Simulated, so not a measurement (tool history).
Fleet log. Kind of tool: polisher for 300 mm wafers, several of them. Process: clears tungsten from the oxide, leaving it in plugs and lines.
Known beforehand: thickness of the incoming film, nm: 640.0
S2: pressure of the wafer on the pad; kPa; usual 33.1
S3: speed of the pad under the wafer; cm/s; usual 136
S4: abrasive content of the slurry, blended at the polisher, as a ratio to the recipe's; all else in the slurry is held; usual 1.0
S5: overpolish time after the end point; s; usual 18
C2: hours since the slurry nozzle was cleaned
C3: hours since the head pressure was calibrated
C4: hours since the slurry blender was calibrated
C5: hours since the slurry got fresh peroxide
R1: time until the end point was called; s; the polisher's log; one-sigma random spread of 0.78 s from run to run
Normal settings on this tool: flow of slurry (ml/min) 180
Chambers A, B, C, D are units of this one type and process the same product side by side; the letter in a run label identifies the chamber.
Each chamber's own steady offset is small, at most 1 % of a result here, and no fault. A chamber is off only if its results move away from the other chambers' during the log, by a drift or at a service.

Run 1C, hour 5.0: usual settings; wafers polished on this pad 643; C2 111.3; C3 826.4; C4 213.0; C5 85.2. Result: R1 73.480 s.
At hour 9.4: chamber B: worn pad replaced by a new one.
Run 2D, hour 12.4: usual settings; wafers polished on this pad 263; C2 49.0; C3 684.4; C4 89.1; C5 18.4. Result: R1 76.820 s.
At hour 15.3: chamber A: slurry blender recalibrated.
Run 3B, hour 20.9: usual settings; wafers polished on this pad 116; C2 162.7; C3 233.0; C4 141.3; C5 96.8. Result: R1 75.732 s.
At hour 25.9: chamber D: head pressure recalibrated.
Run 4A, hour 26.9: usual settings; wafers polished on this pad 470; C2 38.9; C3 246.8; C4 11.7; C5 137.7. Result: R1 75.505 s.
Run 5C, hour 36.8: usual settings but flow of slurry (ml/min) 235, S3 108 cm/s; wafers polished on this pad 963; C2 143.1; C3 858.2; C4 244.8; C5 117.0. Result: R1 89.807 s.
At hour 42.1: chamber A: worn pad replaced by a new one.
Run 6D, hour 44.6: usual settings but flow of slurry (ml/min) 235, S3 108 cm/s; wafers polished on this pad 587; C2 81.2; C3 18.8; C4 121.3; C5 50.6. Result: R1 94.093 s.
Run 7A, hour 49.7: usual settings but flow of slurry (ml/min) 235, S3 108 cm/s; wafers polished on this pad 76; C2 61.7; C3 269.6; C4 34.5; C5 160.5. Result: R1 91.645 s.
At hour 57.1: chamber C: worn pad replaced by a new one.
At hour 57.7: chamber C: slurry blender recalibrated.
At hour 58.3: chamber A: slurry tank refilled with fresh slurry and peroxide.
Run 8B, hour 58.8: usual settings but flow of slurry (ml/min) 235, S3 108 cm/s; wafers polished on this pad 497; C2 200.6; C3 270.9; C4 179.2; C5 134.7. Result: R1 90.128 s.
Run 9B, hour 66.0: usual settings; wafers polished on this pad 569; C2 207.8; C3 278.1; C4 186.4; C5 141.9. Result: R1 75.314 s.
At hour 76.1: chamber B: slurry blender recalibrated.
Run 10D, hour 76.1: usual settings but S4 1.2; wafers polished on this pad 904; C2 112.7; C3 50.3; C4 152.8; C5 82.1. Result: R1 71.915 s.
At hour 79.4: chamber D: worn pad replaced by a new one.
At hour 82.1: chamber C: slurry nozzle cleaned.
Run 11C, hour 85.0: usual settings but S4 1.2; wafers polished on this pad 281; C2 3.0; C3 906.4; C4 27.3; C5 165.2. Result: R1 71.871 s.
At hour 87.8: chamber B: slurry tank refilled with fresh slurry and peroxide.
At hour 94.0: chamber D: slurry tank refilled with fresh slurry and peroxide.
Run 12A, hour 94.6: usual settings but S4 1.2; wafers polished on this pad 528; C2 106.6; C3 314.5; C4 79.4; C5 36.4. Result: R1 70.519 s.
Run 13B, hour 99.1: usual settings but S4 1.2; wafers polished on this pad 902; C2 240.9; C3 311.2; C4 23.1; C5 11.4. Result: R1 71.032 s.
At hour 100.9: chamber C: slurry tank refilled with fresh slurry and peroxide.
At hour 102.3: chamber A: worn pad replaced by a new one.
At hour 105.7: chamber B: worn pad replaced by a new one.
Run 14C, hour 107.4: usual settings; wafers polished on this pad 506; C2 25.4; C3 928.8; C4 49.7; C5 6.5. Result: R1 74.850 s.
Run 15A, hour 112.9: usual settings; wafers polished on this pad 106; C2 124.9; C3 332.8; C4 97.7; C5 54.7. Result: R1 74.853 s.
Run 16D, hour 120.0: usual settings; wafers polished on this pad 408; C2 156.6; C3 94.2; C4 196.7; C5 26.1. Result: R1 75.774 s.
At hour 120.3: chamber D: slurry blender recalibrated.
Run 17B, hour 127.3: usual settings; wafers polished on this pad 217; C2 269.1; C3 339.4; C4 51.3; C5 39.6. Result: R1 74.652 s.
Run 18D, hour 132.3: usual settings; wafers polished on this pad 532; C2 168.9; C3 106.5; C4 12.1; C5 38.4. Result: R1 75.931 s.
Run 19C, hour 139.9: usual settings; wafers polished on this pad 833; C2 57.9; C3 961.3; C4 82.2; C5 39.0. Result: R1 73.597 s.
Run 20A, hour 146.9: usual settings; wafers polished on this pad 448; C2 158.9; C3 366.8; C4 131.7; C5 88.7. Result: R1 74.867 s.
At hour 152.1: chamber D: worn pad replaced by a new one.
Run 21B, hour 155.1: usual settings; wafers polished on this pad 496; C2 296.9; C3 367.2; C4 79.1; C5 67.4. Result: R1 77.302 s.
Run 22D, hour 160.9: usual settings but flow of slurry (ml/min) 225; wafers polished on this pad 88; C2 197.5; C3 135.1; C4 40.7; C5 67.0. Result: R1 72.378 s.
At hour 162.0: chamber A: slurry blender recalibrated.
At hour 164.4: chamber A: worn pad replaced by a new one.
Run 23C, hour 170.0: usual settings but flow of slurry (ml/min) 225; wafers polished on this pad 1135; C2 88.0; C3 991.4; C4 112.3; C5 69.1. Result: R1 73.888 s.
At hour 176.8: chamber C: worn pad replaced by a new one.
Run 24A, hour 180.1: usual settings but flow of slurry (ml/min) 225; wafers polished on this pad 158; C2 192.1; C3 400.0; C4 18.1; C5 121.9. Result: R1 71.869 s.
Run 25D, hour 189.4: usual settings but flow of slurry (ml/min) 225; wafers polished on this pad 375; C2 226.0; C3 163.6; C4 69.2; C5 95.5. Result: R1 73.810 s.
Run 26A, hour 194.2: usual settings; wafers polished on this pad 300; C2 206.2; C3 414.1; C4 32.2; C5 136.0. Result: R1 74.572 s.
At hour 196.9: chamber B: worn pad replaced by a new one.
At hour 200.7: chamber D: slurry tank refilled with fresh slurry and peroxide.
Run 27C, hour 201.9: usual settings; wafers polished on this pad 253; C2 119.9; C3 1023.3; C4 144.2; C5 101.0. Result: R1 74.053 s.
Run 28B, hour 207.8: usual settings; wafers polished on this pad 110; C2 349.6; C3 419.9; C4 131.8; C5 120.1. Result: R1 79.051 s.
Run 29C, hour 214.9: usual settings; wafers polished on this pad 384; C2 132.9; C3 1036.3; C4 157.2; C5 114.0. Result: R1 74.435 s.
At hour 222.0: chamber A: slurry tank refilled with fresh slurry and peroxide.
Run 30D, hour 223.1: usual settings; wafers polished on this pad 714; C2 259.7; C3 197.3; C4 102.9; C5 22.4. Result: R1 77.491 s.
Run 31B, hour 229.8: usual settings; wafers polished on this pad 331; C2 371.6; C3 441.9; C4 153.8; C5 142.1. Result: R1 80.463 s.
At hour 231.2: chamber A: worn pad replaced by a new one.
At hour 236.6: chamber D: worn pad replaced by a new one.
Run 32A, hour 238.5: usual settings; wafers polished on this pad 73; C2 250.5; C3 458.4; C4 76.5; C5 16.6. Result: R1 73.743 s.
Run 33B, hour 247.4: usual settings but S3 176 cm/s, S5 21 s; wafers polished on this pad 508; C2 389.2; C3 459.5; C4 171.4; C5 159.7. Result: R1 62.388 s.
Run 34D, hour 254.4: usual settings but S3 176 cm/s, S5 21 s; wafers polished on this pad 179; C2 291.0; C3 228.6; C4 134.2; C5 53.7. Result: R1 59.404 s.
At hour 256.8: chamber C: slurry blender recalibrated.
At hour 260.1: chamber B: slurry blender recalibrated.
Run 35C, hour 261.0: usual settings but S3 176 cm/s, S5 21 s; wafers polished on this pad 847; C2 179.0; C3 1082.4; C4 4.3; C5 160.1. Result: R1 58.227 s.
Run 36A, hour 271.1: usual settings but S3 176 cm/s, S5 21 s; wafers polished on this pad 401; C2 283.1; C3 491.0; C4 109.1; C5 49.2. Result: R1 58.571 s.
Run 37B, hour 278.4: usual settings but flow of slurry (ml/min) 130, S2 39.3 kPa; wafers polished on this pad 820; C2 420.2; C3 490.5; C4 18.4; C5 190.7. Result: R1 74.350 s.
At hour 279.9: chamber C: worn pad replaced by a new one.
At hour 282.9: chamber C: slurry nozzle cleaned.
At hour 285.2: chamber C: slurry tank refilled with fresh slurry and peroxide.
Run 38A, hour 288.6: usual settings but flow of slurry (ml/min) 130, S2 39.3 kPa; wafers polished on this pad 577; C2 300.6; C3 508.5; C4 126.6; C5 66.7. Result: R1 66.029 s.
At hour 295.6: chamber D: slurry tank refilled with fresh slurry and peroxide.
Run 39D, hour 298.8: usual settings but flow of slurry (ml/min) 130, S2 39.3 kPa; wafers polished on this pad 625; C2 335.4; C3 273.0; C4 178.6; C5 3.3. Result: R1 67.270 s.
Run 40C, hour 305.4: usual settings but flow of slurry (ml/min) 130, S2 39.3 kPa; wafers polished on this pad 257; C2 22.6; C3 1126.8; C4 48.7; C5 20.3. Result: R1 66.198 s.

One chamber off, gauge drift, or nothing amiss beyond the chambers' own small offsets? If it is a chamber, which one, and what is the likeliest cause?

One chamber, B, drifts off from the rest bit by bit.
Likeliest cause: head's pressure below its setpoint, % = 11.9.
The log might look much the same if the cause were instead: peroxide lost from the slurry, %.

Below are 4 candidate recipes for chamber B's next run, each the usual settings with a change, their results shown as question marks. Which of them brings B's results back in line with what the other chambers give on the usual settings?
In-line tolerance around the mean of the other chambers on the usual settings: R1 2.700 s
Run 41B-1, hour 312.7: usual settings but flow of slurry (ml/min) 120. Result: R1 ?.
Run 41B-2, hour 312.7: usual settings but flow of slurry (ml/min) 175, S2 29.0 kPa. Result: R1 ?.
Run 41B-3, hour 312.7: usual settings but flow of slurry (ml/min) 185, S2 37.2 kPa. Result: R1 ?.
Run 41B-4, hour 312.7: usual settings but S2 33.8 kPa, S3 140 cm/s. Result: R1 ?.

What the other chambers average on the usual settings: R1 75.201 s
  run      R1
41B-1  92.732
41B-2  98.896
41B-3  76.144
41B-4  81.916
The right change is 41B-3: it brings the chamber back within the allowed miss of the others.
